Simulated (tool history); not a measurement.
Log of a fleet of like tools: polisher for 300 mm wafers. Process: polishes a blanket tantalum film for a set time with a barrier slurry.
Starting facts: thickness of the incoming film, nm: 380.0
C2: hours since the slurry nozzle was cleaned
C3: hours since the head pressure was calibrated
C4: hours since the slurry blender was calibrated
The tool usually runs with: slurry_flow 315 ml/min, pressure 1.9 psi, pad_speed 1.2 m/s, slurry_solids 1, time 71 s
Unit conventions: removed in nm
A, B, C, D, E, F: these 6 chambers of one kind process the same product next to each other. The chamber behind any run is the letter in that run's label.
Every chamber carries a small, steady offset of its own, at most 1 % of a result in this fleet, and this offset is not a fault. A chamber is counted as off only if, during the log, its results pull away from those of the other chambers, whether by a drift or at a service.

{"run": "1D", "day": 0.233, "slurry_flow": 315, "pressure": 1.9, "pad_speed": 1.2, "slurry_solids": 1, "time": 71, "wafers polished on this pad": 811, "C2": 492.1, "C3": 710.1, "C4": 318, "removed": 155.45}
{"run": "2B", "day": 0.496, "slurry_flow": 315, "pressure": 1.9, "pad_speed": 1.2, "slurry_solids": 1, "time": 71, "wafers polished on this pad": 858, "C2": 195.6, "C3": 572.3, "C4": 202.2, "removed": 156.63}
{"day": 0.742, "done": "chamber F: worn pad replaced by a new one"}
{"run": "3F", "day": 0.75, "slurry_flow": 315, "pressure": 1.9, "pad_speed": 1.2, "slurry_solids": 1, "time": 71, "wafers polished on this pad": 2, "C2": 30, "C3": 237.4, "C4": 118.9, "removed": 149.38}
{"day": 0.933, "done": "chamber A: slurry blender recalibrated"}
{"run": "4C", "day": 0.988, "slurry_flow": 315, "pressure": 1.9, "pad_speed": 1.2, "slurry_solids": 1, "time": 71, "wafers polished on this pad": 317, "C2": 466.9, "C3": 299, "C4": 150.8, "removed": 157.72}
{"day": 1.017, "done": "chamber D: worn pad replaced by a new one"}
{"day": 1.196, "done": "chamber A: worn pad replaced by a new one"}
{"run": "5A", "day": 1.379, "slurry_flow": 315, "pressure": 1.9, "pad_speed": 1.2, "slurry_solids": 1, "time": 71, "wafers polished on this pad": 44, "C2": 33.8, "C3": 581.9, "C4": 10.7, "removed": 156.65}
{"day": 1.542, "done": "chamber B: slurry nozzle cleaned"}
{"run": "6E", "day": 1.6, "slurry_flow": 315, "pressure": 1.9, "pad_speed": 1.2, "slurry_solids": 1, "time": 71, "wafers polished on this pad": 949, "C2": 267, "C3": 749.8, "C4": 314.8, "removed": 155.28}
{"day": 1.625, "done": "chamber D: slurry blender recalibrated"}
{"run": "7B", "day": 1.871, "slurry_flow": 315, "pressure": 1.9, "pad_speed": 1.2, "slurry_solids": 1, "time": 71, "wafers polished on this pad": 1183, "C2": 8, "C3": 605.3, "C4": 235.2, "removed": 155.34}
{"day": 2.088, "done": "chamber E: worn pad replaced by a new one"}
{"run": "8D", "day": 2.162, "slurry_flow": 315, "pressure": 1.9, "pad_speed": 1.2, "slurry_solids": 1, "time": 71, "wafers polished on this pad": 270, "C2": 538.4, "C3": 756.4, "C4": 13, "removed": 152.16}
{"run": "9E", "day": 2.496, "slurry_flow": 315, "pressure": 1.9, "pad_speed": 1.2, "slurry_solids": 1, "time": 71, "wafers polished on this pad": 96, "C2": 288.5, "C3": 771.3, "C4": 336.3, "removed": 149.54}
{"day": 2.683, "done": "chamber C: slurry nozzle cleaned"}
{"day": 2.767, "done": "chamber B: worn pad replaced by a new one"}
{"run": "10C", "day": 2.858, "slurry_flow": 315, "pressure": 1.9, "pad_speed": 1.2, "slurry_solids": 1, "time": 71, "wafers polished on this pad": 758, "C2": 4.2, "C3": 343.9, "C4": 195.7, "removed": 152.09}
{"run": "11F", "day": 3.092, "slurry_flow": 315, "pressure": 1.9, "pad_speed": 1.2, "slurry_solids": 1, "time": 71, "wafers polished on this pad": 555, "C2": 86.2, "C3": 293.6, "C4": 175.1, "removed": 154.81}
{"day": 3.246, "done": "chamber F: worn pad replaced by a new one"}
{"run": "12A", "day": 3.362, "slurry_flow": 315, "pressure": 1.9, "pad_speed": 1.2, "slurry_solids": 1, "time": 71, "wafers polished on this pad": 512, "C2": 81.4, "C3": 629.5, "C4": 58.3, "removed": 154.34}
{"day": 3.388, "done": "chamber C: worn pad replaced by a new one"}
{"run": "13F", "day": 3.683, "slurry_flow": 315, "pressure": 1.9, "pad_speed": 1.2, "slurry_solids": 1, "time": 71, "wafers polished on this pad": 103, "C2": 100.4, "C3": 307.8, "C4": 189.3, "removed": 151.79}
{"day": 3.746, "done": "chamber D: slurry nozzle cleaned"}
{"run": "14D", "day": 3.908, "slurry_flow": 315, "pressure": 1.9, "pad_speed": 1.2, "slurry_solids": 1, "time": 71, "wafers polished on this pad": 682, "C2": 4, "C3": 798.3, "C4": 54.9, "removed": 157.67}
{"run": "15C", "day": 4.217, "slurry_flow": 315, "pressure": 1.9, "pad_speed": 1.2, "slurry_solids": 1, "time": 71, "wafers polished on this pad": 196, "C2": 36.8, "C3": 376.5, "C4": 228.3, "removed": 157.33}
{"run": "16A", "day": 4.567, "slurry_flow": 315, "pressure": 1.9, "pad_speed": 1.2, "slurry_solids": 1, "time": 71, "wafers polished on this pad": 796, "C2": 110.3, "C3": 658.4, "C4": 87.2, "removed": 155.81}
{"run": "17E", "day": 4.754, "slurry_flow": 315, "pressure": 1.9, "pad_speed": 1.2, "slurry_solids": 1, "time": 71, "wafers polished on this pad": 629, "C2": 342.7, "C3": 825.5, "C4": 390.5, "removed": 154.74}
{"day": 4.95, "done": "chamber C: slurry blender recalibrated"}
{"run": "18B", "day": 4.992, "slurry_flow": 315, "pressure": 1.9, "pad_speed": 1.2, "slurry_solids": 1, "time": 71, "wafers polished on this pad": 525, "C2": 82.9, "C3": 680.2, "C4": 310.1, "removed": 151.82}
{"run": "19C", "day": 5.321, "slurry_flow": 315, "pressure": 1.9, "pad_speed": 1.2, "slurry_solids": 1, "time": 71, "wafers polished on this pad": 456, "C2": 63.3, "C3": 403, "C4": 8.9, "removed": 153.61}
{"day": 5.383, "done": "chamber A: slurry blender recalibrated"}
{"run": "20A", "day": 5.688, "slurry_flow": 315, "pressure": 1.9, "pad_speed": 1.2, "slurry_solids": 1, "time": 71, "wafers polished on this pad": 1060, "C2": 137.2, "C3": 685.3, "C4": 7.3, "removed": 154.77}
{"day": 5.729, "done": "chamber A: worn pad replaced by a new one"}
{"day": 5.775, "done": "chamber F: worn pad replaced by a new one"}
{"run": "21E", "day": 5.979, "slurry_flow": 315, "pressure": 1.9, "pad_speed": 1.2, "slurry_solids": 1, "time": 71, "wafers polished on this pad": 918, "C2": 372.1, "C3": 854.9, "C4": 419.9, "removed": 154.17}
{"run": "22D", "day": 6.212, "slurry_flow": 315, "pressure": 1.9, "pad_speed": 1.2, "slurry_solids": 1, "time": 71, "wafers polished on this pad": 1226, "C2": 59.3, "C3": 853.6, "C4": 110.2, "removed": 153.44}
{"day": 6.471, "done": "chamber E: slurry blender recalibrated"}
{"run": "23B", "day": 6.554, "slurry_flow": 315, "pressure": 1.9, "pad_speed": 1.2, "slurry_solids": 1, "time": 71, "wafers polished on this pad": 894, "C2": 120.4, "C3": 717.7, "C4": 347.6, "removed": 150.7}
{"day": 6.621, "done": "chamber D: worn pad replaced by a new one"}
{"run": "24F", "day": 6.738, "slurry_flow": 315, "pressure": 1.9, "pad_speed": 1.2, "slurry_solids": 1, "time": 71, "wafers polished on this pad": 227, "C2": 173.7, "C3": 381.1, "C4": 262.6, "removed": 150.56}
{"day": 6.858, "done": "chamber C: worn pad replaced by a new one"}
{"run": "25D", "day": 7.0, "slurry_flow": 315, "pressure": 1.9, "pad_speed": 1.2, "slurry_solids": 1, "time": 71, "wafers polished on this pad": 90, "C2": 78.2, "C3": 872.5, "C4": 129.1, "removed": 151.88}
{"day": 7.092, "done": "chamber E: worn pad replaced by a new one"}
{"run": "26C", "day": 7.225, "slurry_flow": 315, "pressure": 1.9, "pad_speed": 1.2, "slurry_solids": 1, "time": 71, "wafers polished on this pad": 86, "C2": 109, "C3": 448.7, "C4": 54.6, "removed": 151.86}
{"day": 7.383, "done": "chamber F: slurry blender recalibrated"}
{"run": "27E", "day": 7.433, "slurry_flow": 390, "pressure": 1.9, "pad_speed": 0.96, "slurry_solids": 1, "time": 71, "wafers polished on this pad": 81, "C2": 407, "C3": 889.8, "C4": 23.2, "removed": 122.37}
{"day": 7.575, "done": "chamber F: head pressure recalibrated"}
{"run": "28F", "day": 7.696, "slurry_flow": 390, "pressure": 1.9, "pad_speed": 0.96, "slurry_solids": 1, "time": 71, "wafers polished on this pad": 453, "C2": 196.7, "C3": 3, "C4": 7.6, "removed": 125.97}
{"run": "29B", "day": 8.083, "slurry_flow": 390, "pressure": 1.9, "pad_speed": 0.96, "slurry_solids": 1, "time": 71, "wafers polished on this pad": 1255, "C2": 157.1, "C3": 754.4, "C4": 384.3, "removed": 118.65}
{"run": "30A", "day": 8.458, "slurry_flow": 390, "pressure": 1.9, "pad_speed": 0.96, "slurry_solids": 1, "time": 71, "wafers polished on this pad": 644, "C2": 203.7, "C3": 751.8, "C4": 73.8, "removed": 128.2}
{"day": 8.467, "done": "chamber F: worn pad replaced by a new one"}
{"day": 8.6, "done": "chamber B: slurry blender recalibrated"}
{"run": "31C", "day": 8.667, "slurry_flow": 390, "pressure": 1.9, "pad_speed": 0.96, "slurry_solids": 1, "time": 71, "wafers polished on this pad": 426, "C2": 143.6, "C3": 483.3, "C4": 89.2, "removed": 125.81}
{"day": 8.746, "done": "chamber B: worn pad replaced by a new one"}
{"run": "32E", "day": 9.033, "slurry_flow": 390, "pressure": 1.9, "pad_speed": 0.96, "slurry_solids": 1, "time": 71, "wafers polished on this pad": 459, "C2": 445.4, "C3": 928.2, "C4": 61.6, "removed": 124.73}
{"run": "33F", "day": 9.379, "slurry_flow": 315, "pressure": 1.5, "pad_speed": 1.2, "slurry_solids": 1.25, "time": 71, "wafers polished on this pad": 215, "C2": 237.1, "C3": 43.4, "C4": 48, "removed": 128.9}
{"run": "34D", "day": 9.579, "slurry_flow": 315, "pressure": 1.5, "pad_speed": 1.2, "slurry_solids": 1.25, "time": 71, "wafers polished on this pad": 699, "C2": 140.1, "C3": 934.4, "C4": 191, "removed": 130.19}
{"day": 9.667, "done": "chamber B: slurry nozzle cleaned"}
{"run": "35A", "day": 9.854, "slurry_flow": 315, "pressure": 1.5, "pad_speed": 1.2, "slurry_solids": 1.25, "time": 71, "wafers polished on this pad": 974, "C2": 237.2, "C3": 785.3, "C4": 107.3, "removed": 130.9}
{"day": 10.075, "done": "chamber C: worn pad replaced by a new one"}
{"day": 10.1, "done": "chamber A: slurry blender recalibrated"}
{"run": "36B", "day": 10.175, "slurry_flow": 315, "pressure": 1.5, "pad_speed": 1.2, "slurry_solids": 1.25, "time": 71, "wafers polished on this pad": 338, "C2": 12.2, "C3": 804.6, "C4": 37.8, "removed": 118.83}
{"day": 10.371, "done": "chamber A: worn pad replaced by a new one"}
{"run": "37B", "day": 10.567, "slurry_flow": 315, "pressure": 1.5, "pad_speed": 1.2, "slurry_solids": 1.25, "time": 71, "wafers polished on this pad": 430, "C2": 21.6, "C3": 814, "C4": 47.2, "removed": 121}
{"run": "38D", "day": 10.954, "slurry_flow": 315, "pressure": 1.5, "pad_speed": 1.2, "slurry_solids": 1.25, "time": 71, "wafers polished on this pad": 1023, "C2": 173.1, "C3": 967.4, "C4": 224, "removed": 130.67}
{"run": "39E", "day": 11.162, "slurry_flow": 315, "pressure": 1.9, "pad_speed": 1.2, "slurry_solids": 1, "time": 71, "wafers polished on this pad": 961, "C2": 496.5, "C3": 979.3, "C4": 112.7, "removed": 154.61}
{"day": 11.221, "done": "chamber F: worn pad replaced by a new one"}
{"run": "40A", "day": 11.412, "slurry_flow": 315, "pressure": 1.9, "pad_speed": 1.2, "slurry_solids": 1, "time": 71, "wafers polished on this pad": 246, "C2": 274.6, "C3": 822.7, "C4": 31.5, "removed": 154.99}
{"run": "41F", "day": 11.671, "slurry_flow": 315, "pressure": 1.9, "pad_speed": 1.2, "slurry_solids": 0.9, "time": 63, "wafers polished on this pad": 106, "C2": 292.1, "C3": 98.4, "C4": 103, "removed": 130.45}
{"run": "42C", "day": 11.846, "slurry_flow": 315, "pressure": 1.9, "pad_speed": 1.2, "slurry_solids": 0.9, "time": 63, "wafers polished on this pad": 418, "C2": 219.9, "C3": 559.6, "C4": 165.5, "removed": 130.12}

Next, all 6 chambers run the settings below, one line each with question marks for the results. What does each chamber give?
{"run": "43A", "day": 12.133, "slurry_flow": 315, "pressure": 1.6, "pad_speed": 1.2, "slurry_solids": 1, "time": 71, "removed": "?"}
{"run": "43B", "day": 12.133, "slurry_flow": 315, "pressure": 1.6, "pad_speed": 1.2, "slurry_solids": 1, "time": 71, "removed": "?"}
{"run": "43C", "day": 12.133, "slurry_flow": 315, "pressure": 1.6, "pad_speed": 1.2, "slurry_solids": 1, "time": 71, "removed": "?"}
{"run": "43D", "day": 12.133, "slurry_flow": 315, "pressure": 1.6, "pad_speed": 1.2, "slurry_solids": 1, "time": 71, "removed": "?"}
{"run": "43E", "day": 12.133, "slurry_flow": 315, "pressure": 1.6, "pad_speed": 1.2, "slurry_solids": 1, "time": 71, "removed": "?"}
{"run": "43F", "day": 12.133, "slurry_flow": 315, "pressure": 1.6, "pad_speed": 1.2, "slurry_solids": 1, "time": 71, "removed": "?"}

run=43A removed=131.51
run=43B removed=119.05
run=43C removed=130.43
run=43D removed=125.64
run=43E removed=129.95
run=43F removed=129.73

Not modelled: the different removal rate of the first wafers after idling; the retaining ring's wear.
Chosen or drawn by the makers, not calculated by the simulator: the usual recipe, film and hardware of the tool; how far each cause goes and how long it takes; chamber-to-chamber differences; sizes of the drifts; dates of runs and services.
